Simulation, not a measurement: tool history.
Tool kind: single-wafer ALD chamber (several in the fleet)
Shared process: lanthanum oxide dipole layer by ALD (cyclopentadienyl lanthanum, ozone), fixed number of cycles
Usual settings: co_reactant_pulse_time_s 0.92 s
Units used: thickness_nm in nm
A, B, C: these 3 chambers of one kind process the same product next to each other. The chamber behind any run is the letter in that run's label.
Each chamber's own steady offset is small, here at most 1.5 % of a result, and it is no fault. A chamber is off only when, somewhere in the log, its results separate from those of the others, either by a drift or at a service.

run   hour  co_reactant_pulse_time_s  hours since the last thermocouple change  hours since the last ozone generator service  read-back reference wafer on the same gauge, thickness_nm  thickness_nm
 1C    7.2                      0.92                                    1360.4                                         991.6                                                      0.473       0.48572
 2A   13.1                      0.92                                       742                                         516.4                                                    0.47299       0.48036
 3B   24.7                      0.92                                     847.8                                         847.8                                                     0.4726       0.47955
 4B   34.4                      0.92                                     857.5                                         857.5                                                    0.47271       0.47833
 5A   42.9                      0.92                                     771.8                                         546.2                                                    0.47258       0.48278
 6C   54.7                      0.92                                    1407.9                                        1039.1                                                    0.47297       0.48328
 7B   66.2                      0.92                                     889.3                                         889.3                                                    0.47281        0.4807
 8C   74.9                      0.92                                    1428.1                                        1059.3                                                    0.47296       0.48451
      77.7  -- chamber C: ozone generator serviced
 9A   85.8                      0.92                                     814.7                                         589.1                                                    0.47309       0.47935
      92.5  -- chamber B: ozone generator serviced
10B   93.9                      0.92                                       917                                           1.5                                                    0.47297       0.48307
11C  100.7                      1.09                                    1453.9                                          23.1                                                    0.47308       0.51457
12A  110.1                      1.09                                       839                                         613.4                                                    0.47279       0.50674
13B  117.2                      1.09                                     940.3                                          24.8                                                    0.47253       0.50822
14A  124.8                      0.92                                     853.7                                         628.1                                                    0.47291       0.47953
15C    138                      0.92                                    1491.2                                          60.4                                                    0.47274       0.48612
16C  145.5                      0.92                                    1498.7                                          67.9                                                     0.4728       0.48699
17B    156                      0.62                                     979.1                                          63.6                                                    0.47308       0.40652
18A  162.2                      0.62                                     891.1                                         665.5                                                    0.47265       0.40302
19A  168.9                      0.62                                     897.8                                         672.2                                                    0.47336       0.40267
20C  176.8                      0.92                                      1530                                          99.2                                                    0.47301        0.4851
21B  184.4                       0.7                                    1007.5                                            92                                                    0.47307       0.43145
22B  196.6                       0.7                                    1019.7                                         104.2                                                    0.47268       0.42951
23C  209.4                       0.7                                    1562.6                                         131.8                                                    0.47267       0.43693
24A  221.1                      0.92                                       950                                         724.4                                                    0.47263       0.47631
25B  230.1                      1.14                                    1053.2                                         137.7                                                    0.47293       0.51359
     232.7  -- chamber B: thermocouple changed; heater temperature recalibrated
26A    243                      1.14                                     971.9                                         746.3                                                    0.47292       0.50675
27C  250.6                      1.14                                    1603.8                                           173                                                    0.47284       0.51667
28A    261                      0.92                                     989.9                                         764.3                                                    0.47271       0.47163
29C  267.3                      0.92                                    1620.5                                         189.7                                                    0.47298       0.48454
30B  279.1                      0.92                                      46.4                                         186.7                                                    0.47316       0.48017
31A  288.2                      0.92                                    1017.1                                         791.5                                                    0.47278        0.4745
32C  297.7                      0.92                                    1650.9                                         220.1                                                    0.47353       0.48267
33B  308.9                      0.92                                      76.2                                         216.5                                                    0.47262       0.48018
34B    321                      0.92                                      88.3                                         228.6                                                     0.4729       0.48237

Decide between three cases: one chamber stands off from its peers, the gauge reading all wafers drifts, or nothing is wrong past each chamber's small offset. Where a chamber is off, say which and what most likely put it there.

One chamber, A, drifts off from the rest bit by bit.
What lies behind it: ozone dose below that of a generator just serviced (%) = 7.18.

Here are 4 candidates for chamber A's next run, each the usual settings with a change, their results left as question marks. Which one brings its results back in line with what the others give on the usual settings?
Counts as in line when no further than this from what the other chambers average on the usual settings: thickness_nm 0.0057 nm
35A-1  330.4                       0.9                                                                                                                                                                ?
35A-2  330.4                      0.94                                                                                                                                                                ?
35A-3  330.4                      0.99                                                                                                                                                                ?
35A-4  330.4                      0.85                                                                                                                                                                ?

Average result of the remaining chambers running the usual settings: thickness_nm 0.48349 nm
  run  thickness_nm
35A-1       0.46518
35A-2       0.47299
35A-3       0.48195
35A-4       0.45457
The right change is 35A-3: it brings the chamber back within the allowed miss of the others.
